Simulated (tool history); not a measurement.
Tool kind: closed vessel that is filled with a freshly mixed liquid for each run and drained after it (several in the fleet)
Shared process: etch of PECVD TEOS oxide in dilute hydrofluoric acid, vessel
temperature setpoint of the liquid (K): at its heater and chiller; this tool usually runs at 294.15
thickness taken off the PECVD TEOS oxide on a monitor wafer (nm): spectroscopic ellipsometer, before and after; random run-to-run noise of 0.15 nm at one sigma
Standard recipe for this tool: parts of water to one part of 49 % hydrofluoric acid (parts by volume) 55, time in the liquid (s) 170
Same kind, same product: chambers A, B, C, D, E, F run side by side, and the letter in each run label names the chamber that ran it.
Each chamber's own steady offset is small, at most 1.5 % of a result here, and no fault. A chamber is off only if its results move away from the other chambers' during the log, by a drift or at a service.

| run | hour | temperature setpoint of the liquid (K) | parts of water to one part of 49 % hydrofluoric acid (parts by volume) | time in the liquid (s) | read-back film thickness of the PECVD TEOS oxide reference wafer, read on the same gauge (nm) | thickness taken off the PECVD TEOS oxide on a monitor wafer (nm) |
|---|---|---|---|---|---|---|
| 1C | 6.8 | 294.15 | 55 | 170 | 109.99 | 37.222 |
| 2D | 11.7 | 294.15 | 55 | 170 | 109.98 | 37.283 |
| 3B | 21.7 | 294.15 | 55 | 170 | 110.02 | 37.587 |
| 4E | 31.4 | 294.15 | 55 | 170 | 109.99 | 37.681 |
| 5F | 36.7 | 294.15 | 55 | 170 | 110 | 37.907 |
| 6A | 46.1 | 294.15 | 55 | 170 | 110.01 | 37.347 |
| 7A | 50.6 | 294.15 | 55 | 170 | 110 | 37.219 |
| 8B | 60.1 | 294.15 | 55 | 170 | 109.98 | 37.813 |
| 9E | 66 | 294.15 | 55 | 170 | 110.01 | 37.567 |
| 10F | 74.6 | 294.15 | 40 | 170 | 110 | 53.245 |
| 11C | 82 | 294.15 | 40 | 170 | 110.01 | 52.379 |
| 12D | 90.7 | 294.15 | 40 | 170 | 109.99 | 52.752 |
| 13C | 97.4 | 294.15 | 40 | 170 | 110.01 | 52.004 |
| 14F | 103.2 | 294.15 | 40 | 170 | 110.02 | 53.627 |
| 15B | 107.9 | 294.15 | 40 | 170 | 110 | 52.637 |
| 16D | 115.3 | 294.15 | 55 | 170 | 110.01 | 37.562 |
| 17A | 125.5 | 294.15 | 55 | 170 | 110.01 | 37.209 |
| 18E | 133.4 | 294.15 | 55 | 170 | 109.99 | 37.748 |
| 19F | 141.5 | 294.15 | 55 | 170 | 110.02 | 38.091 |
| 20B | 146.2 | 294.15 | 55 | 170 | 109.98 | 37.689 |
| 21C | 156.5 | 292.15 | 40 | 170 | 110.02 | 48.052 |
| 22E | 162.9 | 292.15 | 40 | 170 | 109.99 | 48.619 |
| 23D | 171.1 | 292.15 | 40 | 170 | 109.99 | 48.795 |
| 24A | 175.8 | 292.15 | 40 | 170 | 110.01 | 48.355 |
| 25E | 181.4 | 292.15 | 40 | 170 | 110.02 | 48.812 |
|  | 182.5 | chamber E: thermometer replaced |
| 26D | 191.6 | 292.15 | 40 | 170 | 110.02 | 48.59 |
| 27F | 198.5 | 294.15 | 55 | 170 | 109.99 | 38.228 |
| 28A | 208.9 | 294.15 | 55 | 170 | 110.01 | 37.229 |
| 29B | 216.2 | 294.15 | 55 | 170 | 110 | 37.593 |
| 30C | 226.1 | 294.15 | 45 | 170 | 109.99 | 46.064 |
| 31B | 231.8 | 294.15 | 45 | 170 | 110.03 | 46.111 |
| 32F | 241.5 | 294.15 | 45 | 170 | 110 | 47.108 |
| 33D | 251.8 | 294.15 | 45 | 170 | 110 | 46.815 |
| 34A | 261.8 | 294.15 | 45 | 170 | 109.98 | 46.619 |
| 35E | 268.7 | 294.15 | 45 | 170 | 109.99 | 47.776 |
| 36C | 277.9 | 294.15 | 55 | 170 | 110 | 37.295 |
| 37C | 282.7 | 294.15 | 55 | 170 | 110.03 | 37.465 |
| 38D | 290.7 | 294.15 | 55 | 170 | 110.01 | 37.6 |
| 39A | 298.1 | 294.15 | 55 | 170 | 110 | 37.205 |

Has any chamber moved away from the others, gradually or after a service, or does the common gauge drift, or do the chambers differ only by their own small steady offsets? State the chamber and the most likely cause if one applies.

Little by little, chamber E moves away from the other chambers.
What lies behind it: hydrofluoric acid flow above the setpoint (%) = 3.03.

Below are 4 candidate recipes for chamber E's next run, each the usual settings with a change, their results shown as question marks. Which of them brings E's results back in line with what the other chambers give on the usual settings?
Allowed miss from the other chambers' usual-settings mean, per result, to count as in line: thickness taken off the PECVD TEOS oxide on a monitor wafer (nm) 0.53
| 40E-1 | 305.5 | 293.15 | 55 | 170 |  | ? |
| 40E-2 | 305.5 | 294.15 | 55 | 160 |  | ? |
| 40E-3 | 305.5 | 294.15 | 55 | 180 |  | ? |
| 40E-4 | 305.5 | 295.15 | 55 | 170 |  | ? |

On the usual settings, the other chambers give on average: thickness taken off the PECVD TEOS oxide on a monitor wafer (nm) 37.592
| run | thickness taken off the PECVD TEOS oxide on a monitor wafer (nm) |
|---|---|
| 40E-1 | 37.47 |
| 40E-2 | 36.771 |
| 40E-3 | 41.367 |
| 40E-4 | 40.723 |
Change 40E-1 lands the chamber within the allowed miss of the other chambers.
